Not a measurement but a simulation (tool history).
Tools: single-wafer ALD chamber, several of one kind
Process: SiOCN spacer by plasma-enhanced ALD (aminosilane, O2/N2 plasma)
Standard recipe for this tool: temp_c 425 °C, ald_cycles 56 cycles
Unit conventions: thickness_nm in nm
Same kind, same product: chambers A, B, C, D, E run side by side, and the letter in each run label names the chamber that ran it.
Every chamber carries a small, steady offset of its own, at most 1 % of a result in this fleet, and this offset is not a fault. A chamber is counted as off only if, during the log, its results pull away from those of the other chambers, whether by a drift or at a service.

| run | hour | temp_c | ald_cycles | read-back reference wafer on the same gauge, thickness_nm | thickness_nm |
|---|---|---|---|---|---|
| 1C | 4.2 | 425 | 56 | 2.979 | 3.1167 |
| 2E | 10.2 | 425 | 56 | 2.9815 | 3.1161 |
| 3A | 15.5 | 425 | 56 | 2.983 | 3.1127 |
| 4D | 20.8 | 425 | 56 | 2.9833 | 3.145 |
| 5B | 26.7 | 425 | 56 | 2.9837 | 3.1602 |
| 6A | 32.7 | 425 | 56 | 2.9844 | 3.1195 |
| 7B | 36.5 | 436 | 51 | 2.9847 | 2.7653 |
| 8E | 42.2 | 436 | 51 | 2.9852 | 2.7406 |
| 9D | 46.8 | 436 | 51 | 2.9857 | 2.7646 |
| 10C | 49.7 | 436 | 51 | 2.9849 | 2.7418 |
| 11D | 53.2 | 436 | 51 | 2.9856 | 2.7613 |
| 12E | 56.6 | 425 | 56 | 2.9869 | 3.1348 |
| 13B | 60.5 | 416 | 52 | 2.9866 | 3.0241 |
| 14A | 63.2 | 416 | 52 | 2.9868 | 2.98 |
| 15C | 66.1 | 416 | 52 | 2.9869 | 2.9898 |
| 16B | 71.1 | 416 | 52 | 2.9877 | 3.0135 |
| 17C | 75.8 | 416 | 52 | 2.9879 | 2.9915 |
| 18D | 81.9 | 425 | 56 | 2.9892 | 3.1538 |
| 19A | 85.2 | 425 | 56 | 2.9901 | 3.1299 |
| 20E | 89 | 425 | 56 | 2.9899 | 3.1365 |
| 21A | 93.1 | 425 | 56 | 2.9914 | 3.1206 |
| 22C | 96.3 | 425 | 56 | 2.9919 | 3.1294 |
| 23D | 100.6 | 425 | 56 | 2.9921 | 3.1437 |
| 24E | 105.4 | 425 | 56 | 2.9935 | 3.1311 |
| 25B | 108.1 | 425 | 56 | 2.9911 | 3.1686 |
| 26B | 111.6 | 425 | 56 | 2.993 | 3.1737 |
| 27E | 116.3 | 425 | 56 | 2.9937 | 3.1276 |
| 28A | 119.9 | 425 | 56 | 2.9922 | 3.1326 |
| 29C | 126.1 | 438 | 67 | 2.9931 | 3.5984 |
| 30D | 129.7 | 438 | 67 | 2.9935 | 3.6145 |
| 31C | 134.9 | 438 | 67 | 2.9954 | 3.5977 |
| 32B | 137.9 | 438 | 67 | 2.9957 | 3.6369 |
| 33D | 141.8 | 438 | 67 | 2.9957 | 3.6134 |
| 34E | 146.5 | 425 | 56 | 2.9971 | 3.1392 |

Which is it: a chamber that has drifted or been left off by a service, a gauge drift common to all chambers, or only each chamber's usual small offset? If a chamber is off, name it and its likeliest cause.

Gauge drift. The chambers move together only on paper, and none stands off.
Cause: gauge reads high (%) = 0.572.
